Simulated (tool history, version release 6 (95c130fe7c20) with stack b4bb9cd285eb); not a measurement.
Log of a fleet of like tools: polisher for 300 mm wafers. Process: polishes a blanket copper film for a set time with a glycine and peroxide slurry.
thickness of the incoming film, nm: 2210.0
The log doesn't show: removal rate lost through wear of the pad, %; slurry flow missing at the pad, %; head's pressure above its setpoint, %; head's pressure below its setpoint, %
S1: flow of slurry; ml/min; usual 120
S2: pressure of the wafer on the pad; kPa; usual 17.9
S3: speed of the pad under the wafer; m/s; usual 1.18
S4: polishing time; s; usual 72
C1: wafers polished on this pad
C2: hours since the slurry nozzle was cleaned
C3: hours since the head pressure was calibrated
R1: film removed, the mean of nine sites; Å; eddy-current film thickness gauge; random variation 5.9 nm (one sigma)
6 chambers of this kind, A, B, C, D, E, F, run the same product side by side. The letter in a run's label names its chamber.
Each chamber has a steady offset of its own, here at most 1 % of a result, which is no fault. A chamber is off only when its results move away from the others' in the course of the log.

At day 0.2: chamber B: worn pad replaced by a new one.
Run 1F, day 0.271: usual settings; C1 409; C2 170.9; C3 808.1. Result: R1 4308.7 Å.
At day 0.467: chamber D: worn pad replaced by a new one.
Run 2E, day 0.604: usual settings; C1 304; C2 263.6; C3 1379.6. Result: R1 4221.7 Å.
At day 0.775: chamber A: worn pad replaced by a new one.
Run 3C, day 0.812: usual settings; C1 833; C2 268.8; C3 59.1. Result: R1 4182.6 Å.
Run 4B, day 1.029: usual settings; C1 161; C2 142.5; C3 252.7. Result: R1 4267.8 Å.
Run 5D, day 1.262: usual settings but S3 0.78 m/s; C1 155; C2 42.3; C3 1332.6. Result: R1 3007.6 Å.
Run 6A, day 1.479: usual settings but S3 0.78 m/s; C1 137; C2 755.8; C3 464.9. Result: R1 2981.9 Å.
Run 7A, day 1.85: usual settings but S3 0.78 m/s; C1 210; C2 764.7; C3 473.8. Result: R1 2949.5 Å.
Run 8D, day 2.2: usual settings but S3 0.78 m/s; C1 337; C2 64.8; C3 1355.1. Result: R1 2933.3 Å.
At day 2.404: chamber C: worn pad replaced by a new one.
Run 9B, day 2.596: usual settings but S3 0.78 m/s; C1 466; C2 180.1; C3 290.3. Result: R1 2955.1 Å.
At day 2.958: chamber D: head pressure recalibrated.
Run 10E, day 2.971: usual settings but S3 0.78 m/s; C1 765; C2 320.4; C3 1436.4. Result: R1 2972.8 Å.
At day 2.992: chamber E: worn pad replaced by a new one.
Run 11C, day 3.171: usual settings; C1 149; C2 325.4; C3 115.7. Result: R1 4157.8 Å.
Run 12F, day 3.521: usual settings; C1 1043; C2 248.9; C3 886.1. Result: R1 4191.9 Å.
Run 13B, day 3.729: usual settings; C1 687; C2 207.3; C3 317.5. Result: R1 4228.7 Å.
Run 14F, day 4.138: usual settings; C1 1163; C2 263.7; C3 900.9. Result: R1 4196.3 Å.
At day 4.279: chamber E: head pressure recalibrated.
At day 4.396: chamber F: worn pad replaced by a new one.
Run 15E, day 4.421: usual settings; C1 279; C2 355.2; C3 3.4. Result: R1 4199.4 Å.
At day 4.475: chamber B: worn pad replaced by a new one.
Run 16D, day 4.742: usual settings; C1 833; C2 125.8; C3 42.9. Result: R1 4149.1 Å.
At day 4.846: chamber B: slurry nozzle cleaned.
Run 17A, day 4.975: usual settings; C1 819; C2 839.7; C3 548.8. Result: R1 4245.9 Å.
Run 18C, day 5.204: usual settings; C1 545; C2 374.2; C3 164.5. Result: R1 4232.8 Å.
Run 19E, day 5.604: usual settings; C1 509; C2 383.6; C3 31.8. Result: R1 4230.6 Å.
Run 20B, day 5.983: usual settings; C1 294; C2 27.3; C3 371.6. Result: R1 4168 Å.
Run 21F, day 6.258: usual settings; C1 363; C2 314.6; C3 951.8. Result: R1 4283.4 Å.
Run 22C, day 6.692: usual settings; C1 835; C2 409.9; C3 200.2. Result: R1 4212.2 Å.
At day 7.004: chamber A: slurry nozzle cleaned.
At day 7.071: chamber E: worn pad replaced by a new one.
Run 23D, day 7.125: usual settings; C1 1297; C2 183; C3 100.1. Result: R1 4150.6 Å.
At day 7.354: chamber D: worn pad replaced by a new one.
At day 7.362: chamber F: slurry nozzle cleaned.
Run 24A, day 7.417: usual settings; C1 1294; C2 10; C3 607.4. Result: R1 4173.8 Å.
Run 25B, day 7.679: usual settings; C1 625; C2 68; C3 412.3. Result: R1 4225.4 Å.
At day 7.712: chamber A: worn pad replaced by a new one.
At day 7.779: chamber C: worn pad replaced by a new one.
Run 26A, day 7.904: usual settings; C1 37; C2 21.7; C3 619.1. Result: R1 4213.4 Å.
Run 27D, day 8.154: usual settings; C1 156; C2 207.7; C3 124.8. Result: R1 4256.2 Å.
Run 28C, day 8.367: usual settings; C1 114; C2 450.1; C3 240.4. Result: R1 4155.4 Å.
Run 29E, day 8.629: usual settings; C1 304; C2 456.2; C3 104.4. Result: R1 4231.2 Å.
At day 8.733: chamber B: worn pad replaced by a new one.
Run 30F, day 8.967: usual settings; C1 890; C2 38.6; C3 1016.8. Result: R1 4325.2 Å.
At day 9.146: chamber B: head pressure recalibrated.
Run 31A, day 9.246: usual settings; C1 299; C2 53.9; C3 651.3. Result: R1 4167.7 Å.
Run 32E, day 9.508: usual settings; C1 475; C2 477.3; C3 125.5. Result: R1 4227.9 Å.
Run 33C, day 9.788: usual settings; C1 391; C2 484.2; C3 274.5. Result: R1 4193.9 Å.
Run 34F, day 10.008: usual settings but S1 145 ml/min, S4 63 s; C1 1093; C2 63.6; C3 1041.8. Result: R1 3864.3 Å.
Run 35D, day 10.208: usual settings but S1 145 ml/min, S4 63 s; C1 556; C2 257; C3 174.1. Result: R1 3784.8 Å.
Run 36B, day 10.404: usual settings but S1 145 ml/min, S4 63 s; C1 325; C2 133.4; C3 30.3. Result: R1 3761.4 Å.

Is one chamber off against the others, does the gauge drift, or is nothing wrong? If a chamber is off, say which, and what the likeliest cause is.

No chamber stands off beyond its own small offset, and the gauge holds steady.

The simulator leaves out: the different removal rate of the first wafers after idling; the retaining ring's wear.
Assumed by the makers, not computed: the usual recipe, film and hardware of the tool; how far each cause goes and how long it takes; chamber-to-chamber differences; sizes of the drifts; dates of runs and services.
